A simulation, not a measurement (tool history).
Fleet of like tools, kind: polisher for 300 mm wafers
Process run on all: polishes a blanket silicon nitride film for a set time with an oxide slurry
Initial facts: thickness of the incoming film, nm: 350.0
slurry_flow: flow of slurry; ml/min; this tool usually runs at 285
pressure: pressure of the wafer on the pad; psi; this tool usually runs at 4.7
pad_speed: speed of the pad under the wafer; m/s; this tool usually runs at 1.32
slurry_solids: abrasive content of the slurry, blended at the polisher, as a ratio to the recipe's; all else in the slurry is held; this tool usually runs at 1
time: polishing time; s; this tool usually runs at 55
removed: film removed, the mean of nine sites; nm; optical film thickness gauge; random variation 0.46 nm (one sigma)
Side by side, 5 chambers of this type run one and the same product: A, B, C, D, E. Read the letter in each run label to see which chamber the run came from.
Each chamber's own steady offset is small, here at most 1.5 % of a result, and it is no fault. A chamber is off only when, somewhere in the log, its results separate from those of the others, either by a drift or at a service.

run,hour,slurry_flow,pressure,pad_speed,slurry_solids,time,removed
# hour 11.7: chamber E: worn pad replaced by a new one
1C,13.2,285,4.7,1.32,1,55,68.298
# hour 19.7: chamber C: slurry blender recalibrated
2B,25.2,285,4.7,1.32,1,55,68.214
# hour 25.5: chamber E: slurry blender recalibrated
# hour 26.5: chamber B: worn pad replaced by a new one
# hour 30.7: chamber B: slurry nozzle cleaned
3A,37.2,285,4.7,1.32,1,55,69.882
# hour 44.2: chamber D: worn pad replaced by a new one
# hour 48.0: chamber C: worn pad replaced by a new one
# hour 51.0: chamber D: conditioning disc replaced and pad reconditioned
4E,51.3,285,4.7,1.32,1,55,69.720
# hour 61.3: chamber C: slurry nozzle cleaned
5D,62.4,285,4.7,1.32,1,55,68.909
# hour 63.9: chamber D: slurry blender recalibrated
# hour 71.2: chamber B: conditioning disc replaced and pad reconditioned
6C,71.9,285,4.7,1.32,1,55,68.832
7E,78.7,285,4.7,1.32,1,55,69.329
# hour 81.1: chamber B: worn pad replaced by a new one
8D,87.9,285,4.7,1.32,1,55,69.418
9B,97.4,285,4.7,1.32,1,55,68.260
# hour 99.7: chamber A: worn pad replaced by a new one
10A,111.0,285,4.7,1.32,1,55,69.101
# hour 113.9: chamber D: worn pad replaced by a new one
# hour 116.3: chamber E: worn pad replaced by a new one
11B,118.5,285,4.7,1.32,1,55,68.469
# hour 119.2: chamber C: worn pad replaced by a new one
12A,124.8,285,4.7,1.32,1,55,68.398
13E,131.5,285,4.7,1.32,1,55,69.658
# hour 135.5: chamber B: slurry blender recalibrated
# hour 139.0: chamber E: head pressure recalibrated
# hour 143.5: chamber A: conditioning disc replaced and pad reconditioned
14C,144.3,285,4.7,1.32,1,55,67.870
# hour 146.1: chamber B: worn pad replaced by a new one
# hour 152.9: chamber C: slurry blender recalibrated
15D,154.0,285,4.7,1.32,1,55,69.226
16E,163.7,285,4.7,1.32,1,55,64.258
# hour 165.9: chamber C: conditioning disc replaced and pad reconditioned
# hour 167.2: chamber A: slurry blender recalibrated
17C,171.6,375,4.7,0.98,1,55,54.437
# hour 174.6: chamber D: worn pad replaced by a new one
18A,178.5,375,4.7,0.98,1,55,55.693
# hour 186.6: chamber C: worn pad replaced by a new one
# hour 189.5: chamber E: conditioning disc replaced and pad reconditioned
19D,191.0,375,4.7,0.98,1,55,54.597
20B,198.9,375,4.7,0.98,1,55,54.718
# hour 208.7: chamber B: worn pad replaced by a new one
# hour 209.8: chamber E: slurry nozzle cleaned
21A,210.3,375,4.7,0.98,1,55,55.947
# hour 216.2: chamber E: worn pad replaced by a new one
22B,217.8,285,4.7,1.32,1,55,68.261
23E,224.4,285,4.7,1.32,1,55,63.803
24C,237.1,285,4.7,1.32,1,55,68.116
# hour 239.6: chamber E: slurry blender recalibrated
# hour 241.0: chamber C: worn pad replaced by a new one
# hour 241.9: chamber A: worn pad replaced by a new one
# hour 245.4: chamber D: worn pad replaced by a new one
25D,251.1,285,4.7,1.32,1,55,68.640
# hour 252.5: chamber D: slurry nozzle cleaned
# hour 255.7: chamber B: head pressure recalibrated
26A,259.2,285,4.7,1.32,1,55,68.591
# hour 263.3: chamber B: worn pad replaced by a new one
27B,266.5,285,4.7,1.32,1,55,68.846
# hour 277.1: chamber D: conditioning disc replaced and pad reconditioned
28C,278.2,285,4.7,1.32,1,55,68.019
29D,291.4,285,4.7,1.32,1,55,69.380
# hour 297.0: chamber D: slurry blender recalibrated
30E,300.0,285,4.7,1.32,1,55,63.891
31D,311.6,285,4.7,1.32,1,55,69.134

Which is it: a chamber that has drifted or been left off by a service, a gauge drift common to all chambers, or only each chamber's usual small offset? If a chamber is off, name it and its likeliest cause.

A service left chamber E off against the others.
Cause: head's pressure below its setpoint, % = 7.22.

Below are 4 candidate recipes for chamber E's next run, each the usual settings with a change, their results shown as question marks. Which of them brings E's results back in line with what the other chambers give on the usual settings?
Counts as in line when no further than this from what the other chambers average on the usual settings: removed 1.600 nm
32E-1,322.1,285,4.5,1.28,1,55,?
32E-2,322.1,285,4.7,1.34,1,56,?
32E-3,322.1,285,4.7,1.30,1,55,?
32E-4,322.1,285,4.9,1.36,1,55,?

On the usual settings, the other chambers give on average: removed 68.670 nm
run,removed
32E-1,60.064
32E-2,66.272
32E-3,63.508
32E-4,68.658
The answer is 32E-4, which returns the chamber to within the allowed miss of the others.
